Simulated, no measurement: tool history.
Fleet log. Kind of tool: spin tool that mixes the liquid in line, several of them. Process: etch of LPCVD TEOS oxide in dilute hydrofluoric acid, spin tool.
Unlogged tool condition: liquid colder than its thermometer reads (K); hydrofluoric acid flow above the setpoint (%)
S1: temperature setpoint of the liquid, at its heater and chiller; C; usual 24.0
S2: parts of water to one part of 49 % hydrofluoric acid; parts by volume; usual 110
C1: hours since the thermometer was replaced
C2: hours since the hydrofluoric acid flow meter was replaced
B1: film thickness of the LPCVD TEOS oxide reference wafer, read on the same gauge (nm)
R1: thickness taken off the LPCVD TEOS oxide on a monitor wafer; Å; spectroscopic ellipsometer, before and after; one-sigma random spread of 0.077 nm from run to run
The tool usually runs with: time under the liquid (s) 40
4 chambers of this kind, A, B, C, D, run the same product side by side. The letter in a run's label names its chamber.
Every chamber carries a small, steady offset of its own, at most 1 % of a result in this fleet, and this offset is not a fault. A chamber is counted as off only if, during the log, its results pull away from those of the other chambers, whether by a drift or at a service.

{"run": "1C", "hour": 8.6, "S1": 24.0, "S2": 110, "time under the liquid (s)": 40, "C1": 1801.0, "C2": 54.2, "B1": 80.013, "R1": 93.258}
{"run": "2A", "hour": 15.4, "S1": 24.0, "S2": 110, "time under the liquid (s)": 40, "C1": 385.8, "C2": 271.2, "B1": 79.992, "R1": 96.024}
{"run": "3B", "hour": 22.7, "S1": 24.0, "S2": 110, "time under the liquid (s)": 40, "C1": 3039.9, "C2": 523.9, "B1": 79.986, "R1": 94.923}
{"run": "4D", "hour": 32.4, "S1": 24.0, "S2": 110, "time under the liquid (s)": 40, "C1": 273.2, "C2": 218.2, "B1": 79.996, "R1": 93.579}
{"run": "5A", "hour": 40.4, "S1": 24.0, "S2": 110, "time under the liquid (s)": 40, "C1": 410.8, "C2": 296.2, "B1": 79.967, "R1": 95.03}
{"run": "6C", "hour": 50.5, "S1": 24.0, "S2": 110, "time under the liquid (s)": 40, "C1": 1842.9, "C2": 96.1, "B1": 79.967, "R1": 93.555}
{"run": "7D", "hour": 58.2, "S1": 24.0, "S2": 110, "time under the liquid (s)": 40, "C1": 299.0, "C2": 244.0, "B1": 80.032, "R1": 93.775}
{"run": "8B", "hour": 69.2, "S1": 24.0, "S2": 110, "time under the liquid (s)": 40, "C1": 3086.4, "C2": 570.4, "B1": 80.03, "R1": 95.601}
{"run": "9B", "hour": 76.7, "S1": 24.0, "S2": 110, "time under the liquid (s)": 40, "C1": 3093.9, "C2": 577.9, "B1": 79.997, "R1": 96.808}
{"hour": 86.7, "done": "chamber B: thermometer replaced"}
{"run": "10C", "hour": 88.3, "S1": 24.0, "S2": 110, "time under the liquid (s)": 40, "C1": 1880.7, "C2": 133.9, "B1": 80.003, "R1": 94.109}
{"run": "11A", "hour": 94.4, "S1": 24.0, "S2": 110, "time under the liquid (s)": 40, "C1": 464.8, "C2": 350.2, "B1": 80.06, "R1": 96.033}
{"run": "12D", "hour": 101.9, "S1": 24.0, "S2": 125, "time under the liquid (s)": 15, "C1": 342.7, "C2": 287.7, "B1": 80.034, "R1": 30.283}
{"run": "13B", "hour": 108.0, "S1": 24.0, "S2": 125, "time under the liquid (s)": 15, "C1": 21.3, "C2": 609.2, "B1": 80.0, "R1": 31.222}
{"run": "14C", "hour": 119.4, "S1": 24.0, "S2": 125, "time under the liquid (s)": 15, "C1": 1911.8, "C2": 165.0, "B1": 80.033, "R1": 30.486}
{"run": "15D", "hour": 125.5, "S1": 24.0, "S2": 125, "time under the liquid (s)": 15, "C1": 366.3, "C2": 311.3, "B1": 79.982, "R1": 30.803}
{"run": "16A", "hour": 134.3, "S1": 24.0, "S2": 110, "time under the liquid (s)": 40, "C1": 504.7, "C2": 390.1, "B1": 79.994, "R1": 94.592}
{"run": "17B", "hour": 142.6, "S1": 24.0, "S2": 110, "time under the liquid (s)": 40, "C1": 55.9, "C2": 643.8, "B1": 80.03, "R1": 93.968}
{"run": "18A", "hour": 147.9, "S1": 24.0, "S2": 110, "time under the liquid (s)": 40, "C1": 518.3, "C2": 403.7, "B1": 79.945, "R1": 95.286}
{"run": "19C", "hour": 155.7, "S1": 24.0, "S2": 110, "time under the liquid (s)": 40, "C1": 1948.1, "C2": 201.3, "B1": 80.006, "R1": 93.496}
{"run": "20D", "hour": 165.6, "S1": 24.0, "S2": 110, "time under the liquid (s)": 40, "C1": 406.4, "C2": 351.4, "B1": 79.985, "R1": 94.196}
{"run": "21D", "hour": 176.7, "S1": 24.0, "S2": 110, "time under the liquid (s)": 40, "C1": 417.5, "C2": 362.5, "B1": 79.982, "R1": 95.052}
{"run": "22C", "hour": 186.9, "S1": 24.0, "S2": 110, "time under the liquid (s)": 40, "C1": 1979.3, "C2": 232.5, "B1": 80.063, "R1": 92.734}
{"run": "23A", "hour": 193.6, "S1": 24.0, "S2": 110, "time under the liquid (s)": 40, "C1": 564.0, "C2": 449.4, "B1": 80.026, "R1": 96.129}
{"run": "24B", "hour": 204.0, "S1": 24.0, "S2": 110, "time under the liquid (s)": 40, "C1": 117.3, "C2": 705.2, "B1": 80.007, "R1": 95.042}
{"run": "25A", "hour": 211.9, "S1": 24.0, "S2": 110, "time under the liquid (s)": 40, "C1": 582.3, "C2": 467.7, "B1": 79.996, "R1": 96.161}
{"run": "26D", "hour": 219.5, "S1": 24.0, "S2": 110, "time under the liquid (s)": 40, "C1": 460.3, "C2": 405.3, "B1": 80.045, "R1": 95.032}
{"run": "27C", "hour": 227.7, "S1": 21.5, "S2": 110, "time under the liquid (s)": 40, "C1": 2020.1, "C2": 273.3, "B1": 80.016, "R1": 83.609}
{"run": "28B", "hour": 233.3, "S1": 21.5, "S2": 110, "time under the liquid (s)": 40, "C1": 146.6, "C2": 734.5, "B1": 80.065, "R1": 86.088}
{"hour": 237.1, "done": "chamber A: hydrofluoric acid flow meter replaced"}
{"run": "29A", "hour": 243.1, "S1": 21.5, "S2": 110, "time under the liquid (s)": 40, "C1": 613.5, "C2": 6.0, "B1": 79.962, "R1": 88.009}
{"run": "30D", "hour": 252.3, "S1": 21.5, "S2": 110, "time under the liquid (s)": 40, "C1": 493.1, "C2": 438.1, "B1": 80.055, "R1": 83.882}
{"run": "31B", "hour": 260.3, "S1": 24.0, "S2": 110, "time under the liquid (s)": 40, "C1": 173.6, "C2": 761.5, "B1": 79.978, "R1": 95.316}
{"run": "32C", "hour": 269.2, "S1": 24.0, "S2": 110, "time under the liquid (s)": 40, "C1": 2061.6, "C2": 314.8, "B1": 80.003, "R1": 91.981}
{"run": "33B", "hour": 278.7, "S1": 26.0, "S2": 90, "time under the liquid (s)": 40, "C1": 192.0, "C2": 779.9, "B1": 80.008, "R1": 130.17}
{"run": "34D", "hour": 287.8, "S1": 26.0, "S2": 90, "time under the liquid (s)": 40, "C1": 528.6, "C2": 473.6, "B1": 80.02, "R1": 126.03}
{"run": "35A", "hour": 296.6, "S1": 26.0, "S2": 90, "time under the liquid (s)": 40, "C1": 667.0, "C2": 59.5, "B1": 80.034, "R1": 130.09}
{"run": "36C", "hour": 307.0, "S1": 26.0, "S2": 90, "time under the liquid (s)": 40, "C1": 2099.4, "C2": 352.6, "B1": 79.985, "R1": 124.95}
{"run": "37C", "hour": 314.0, "S1": 24.0, "S2": 110, "time under the liquid (s)": 40, "C1": 2106.4, "C2": 359.6, "B1": 80.017, "R1": 94.722}
{"run": "38D", "hour": 320.6, "S1": 24.0, "S2": 110, "time under the liquid (s)": 40, "C1": 561.4, "C2": 506.4, "B1": 80.038, "R1": 94.776}
{"run": "39A", "hour": 326.2, "S1": 24.0, "S2": 110, "time under the liquid (s)": 40, "C1": 696.6, "C2": 89.1, "B1": 79.983, "R1": 95.223}
{"run": "40B", "hour": 331.9, "S1": 24.0, "S2": 110, "time under the liquid (s)": 40, "C1": 245.2, "C2": 833.1, "B1": 79.984, "R1": 94.34}
{"run": "41D", "hour": 337.1, "S1": 24.0, "S2": 110, "time under the liquid (s)": 40, "C1": 577.9, "C2": 522.9, "B1": 80.017, "R1": 94.025}
{"run": "42B", "hour": 347.3, "S1": 24.0, "S2": 110, "time under the liquid (s)": 40, "C1": 260.6, "C2": 848.5, "B1": 80.0, "R1": 95.526}
{"run": "43C", "hour": 357.4, "S1": 24.0, "S2": 110, "time under the liquid (s)": 40, "C1": 2149.8, "C2": 403.0, "B1": 79.989, "R1": 92.906}

Next, all 4 chambers run the settings below, one line each with question marks for the results. What does each chamber give?
{"run": "44A", "hour": 365.7, "S1": 24.0, "S2": 110, "time under the liquid (s)": 40, "R1": "?"}
{"run": "44B", "hour": 365.7, "S1": 24.0, "S2": 110, "time under the liquid (s)": 40, "R1": "?"}
{"run": "44C", "hour": 365.7, "S1": 24.0, "S2": 110, "time under the liquid (s)": 40, "R1": "?"}
{"run": "44D", "hour": 365.7, "S1": 24.0, "S2": 110, "time under the liquid (s)": 40, "R1": "?"}

run=44A R1=95.362
run=44B R1=94.814
run=44C R1=94.036
run=44D R1=94.410
